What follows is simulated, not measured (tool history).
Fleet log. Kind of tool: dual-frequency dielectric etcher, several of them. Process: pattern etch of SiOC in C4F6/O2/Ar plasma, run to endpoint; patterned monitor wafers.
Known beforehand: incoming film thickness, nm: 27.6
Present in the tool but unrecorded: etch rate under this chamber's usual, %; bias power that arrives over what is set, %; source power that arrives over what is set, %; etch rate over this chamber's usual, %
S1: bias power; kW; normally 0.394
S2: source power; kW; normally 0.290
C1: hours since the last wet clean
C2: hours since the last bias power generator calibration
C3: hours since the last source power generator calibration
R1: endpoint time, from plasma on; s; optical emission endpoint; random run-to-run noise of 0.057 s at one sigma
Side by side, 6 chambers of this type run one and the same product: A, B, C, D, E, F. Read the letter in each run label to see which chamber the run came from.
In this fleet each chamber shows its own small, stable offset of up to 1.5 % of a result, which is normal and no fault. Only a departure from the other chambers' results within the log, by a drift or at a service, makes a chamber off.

Run 1C, hour 10.3: usual settings; C1 523.5; C2 1418.8; C3 821.6. Result: R1 11.3590 s.
Run 2E, hour 22.4: usual settings; C1 54.6; C2 1728.9; C3 327.6. Result: R1 11.5490 s.
Run 3A, hour 31.3: usual settings; C1 421.9; C2 3640.7; C3 327.0. Result: R1 11.4900 s.
At hour 35.5: chamber D: wet clean of the chamber.
At hour 35.7: chamber C: wet clean of the chamber.
Run 4D, hour 42.0: usual settings; C1 6.6; C2 1847.2; C3 713.1. Result: R1 11.4280 s.
Run 5B, hour 49.9: usual settings; C1 70.2; C2 1068.1; C3 1614.8. Result: R1 11.4400 s.
Run 6F, hour 63.0: usual settings; C1 164.3; C2 2258.5; C3 1761.0. Result: R1 11.4180 s.
Run 7E, hour 77.8: usual settings but S1 0.454 kW; C1 110.0; C2 1784.3; C3 383.0. Result: R1 10.9600 s.
Run 8A, hour 86.5: usual settings but S1 0.454 kW; C1 477.1; C2 3695.9; C3 382.2. Result: R1 10.7780 s.
Run 9C, hour 98.6: usual settings but S1 0.454 kW; C1 62.9; C2 1507.1; C3 909.9. Result: R1 10.7540 s.
Run 10D, hour 110.2: usual settings but S1 0.454 kW; C1 74.8; C2 1915.4; C3 781.3. Result: R1 10.7960 s.
Run 11F, hour 118.7: usual settings but S1 0.454 kW; C1 220.0; C2 2314.2; C3 1816.7. Result: R1 10.7190 s.
Run 12B, hour 131.6: usual settings but S1 0.454 kW; C1 151.9; C2 1149.8; C3 1696.5. Result: R1 10.8610 s.
Run 13A, hour 145.3: usual settings; C1 535.9; C2 3754.7; C3 441.0. Result: R1 11.5120 s.
Run 14B, hour 160.2: usual settings but S1 0.471 kW, S2 0.350 kW; C1 180.5; C2 1178.4; C3 1725.1. Result: R1 9.9910 s.
Run 15E, hour 171.4: usual settings but S1 0.471 kW, S2 0.350 kW; C1 203.6; C2 1877.9; C3 476.6. Result: R1 10.1040 s.
Run 16C, hour 180.0: usual settings but S1 0.471 kW, S2 0.350 kW; C1 144.3; C2 1588.5; C3 991.3. Result: R1 9.9253 s.
Run 17D, hour 189.6: usual settings but S1 0.471 kW, S2 0.350 kW; C1 154.2; C2 1994.8; C3 860.7. Result: R1 9.9234 s.
Run 18F, hour 199.2: usual settings but S1 0.471 kW, S2 0.350 kW; C1 300.5; C2 2394.7; C3 1897.2. Result: R1 9.8633 s.
At hour 207.1: chamber A: wet clean of the chamber.
Run 19F, hour 214.3: usual settings but S1 0.471 kW, S2 0.350 kW; C1 315.6; C2 2409.8; C3 1912.3. Result: R1 9.8193 s.
Run 20D, hour 227.2: usual settings; C1 191.8; C2 2032.4; C3 898.3. Result: R1 11.3960 s.
Run 21E, hour 240.8: usual settings; C1 273.0; C2 1947.3; C3 546.0. Result: R1 11.6560 s.
Run 22B, hour 247.8: usual settings but S1 0.326 kW, S2 0.260 kW; C1 268.1; C2 1266.0; C3 1812.7. Result: R1 12.8250 s.
Run 23A, hour 261.2: usual settings but S1 0.326 kW, S2 0.260 kW; C1 54.1; C2 3870.6; C3 556.9. Result: R1 13.1690 s.
Run 24C, hour 271.2: usual settings but S1 0.326 kW, S2 0.260 kW; C1 235.5; C2 1679.7; C3 1082.5. Result: R1 12.6830 s.
Run 25A, hour 280.2: usual settings but S1 0.326 kW, S2 0.260 kW; C1 73.1; C2 3889.6; C3 575.9. Result: R1 13.1620 s.
Run 26F, hour 290.9: usual settings but S1 0.326 kW, S2 0.260 kW; C1 392.2; C2 2486.4; C3 1988.9. Result: R1 12.6930 s.
Run 27B, hour 298.5: usual settings but S1 0.326 kW, S2 0.260 kW; C1 318.8; C2 1316.7; C3 1863.4. Result: R1 12.6770 s.
At hour 300.3: chamber A: bias power generator calibrated.
Run 28D, hour 310.5: usual settings; C1 275.1; C2 2115.7; C3 981.6. Result: R1 11.3230 s.
Run 29C, hour 319.7: usual settings; C1 284.0; C2 1728.2; C3 1131.0. Result: R1 11.3600 s.
Run 30E, hour 332.9: usual settings; C1 365.1; C2 2039.4; C3 638.1. Result: R1 11.6280 s.
Run 31B, hour 343.4: usual settings; C1 363.7; C2 1361.6; C3 1908.3. Result: R1 11.5260 s.
Run 32E, hour 351.0: usual settings; C1 383.2; C2 2057.5; C3 656.2. Result: R1 11.5990 s.
At hour 363.3: chamber F: wet clean of the chamber.
Run 33A, hour 364.7: usual settings but S1 0.344 kW; C1 157.6; C2 64.5; C3 660.4. Result: R1 12.5140 s.
Run 34C, hour 378.1: usual settings but S1 0.344 kW; C1 342.4; C2 1786.6; C3 1189.4. Result: R1 11.8960 s.
Run 35F, hour 388.4: usual settings but S1 0.344 kW; C1 25.1; C2 2583.9; C3 2086.4. Result: R1 11.9030 s.
Run 36D, hour 400.1: usual settings but S1 0.344 kW; C1 364.7; C2 2205.3; C3 1071.2. Result: R1 12.0060 s.
Run 37A, hour 412.1: usual settings but S1 0.344 kW; C1 205.0; C2 111.9; C3 707.8. Result: R1 12.4620 s.
At hour 418.2: chamber E: wet clean of the chamber.
Run 38E, hour 426.3: usual settings but S1 0.344 kW; C1 8.2; C2 2132.8; C3 731.5. Result: R1 12.1180 s.
Run 39C, hour 437.8: usual settings but S1 0.426 kW, S2 0.220 kW; C1 402.1; C2 1846.3; C3 1249.1. Result: R1 12.0700 s.
Run 40F, hour 452.0: usual settings but S1 0.426 kW, S2 0.220 kW; C1 88.7; C2 2647.5; C3 2150.0. Result: R1 12.2710 s.
Run 41B, hour 465.0: usual settings but S1 0.426 kW, S2 0.220 kW; C1 485.3; C2 1483.2; C3 2029.9. Result: R1 12.3330 s.
Run 42D, hour 479.5: usual settings but S1 0.426 kW, S2 0.220 kW; C1 444.1; C2 2284.7; C3 1150.6. Result: R1 12.2200 s.
Run 43E, hour 491.8: usual settings but S1 0.426 kW, S2 0.220 kW; C1 73.7; C2 2198.3; C3 797.0. Result: R1 12.4570 s.
Run 44A, hour 503.7: usual settings but S1 0.426 kW, S2 0.220 kW; C1 296.6; C2 203.5; C3 799.4. Result: R1 12.7350 s.

One chamber off, gauge drift, or nothing amiss beyond the chambers' own small offsets? If it is a chamber, which one, and what is the likeliest cause?

Chamber A came out of a service off from its peers and stayed that way.
What lies behind it: etch rate under this chamber's usual, % = 3.48.

Chamber A could run next with any of the 4 candidate recipes listed below; each alters the usual settings, and their results appear as question marks. Which one brings its results back in line with what the other chambers deliver on the usual settings?
Allowed miss from the other chambers' usual-settings mean, per result, to count as in line: R1 0.2000 s
Run 45A-1, hour 514.4: usual settings but S1 0.417 kW, S2 0.310 kW. Result: R1 ?.
Run 45A-2, hour 514.4: usual settings but S1 0.371 kW, S2 0.270 kW. Result: R1 ?.
Run 45A-3, hour 514.4: usual settings but S1 0.388 kW. Result: R1 ?.
Run 45A-4, hour 514.4: usual settings but S1 0.400 kW. Result: R1 ?.

The other chambers' mean on the usual settings: R1 11.4030 s
  run       R1
45A-1  11.3850
45A-2  12.5140
45A-3  11.9850
45A-4  11.8520
The right change is 45A-1: it brings the chamber back within the allowed miss of the others.
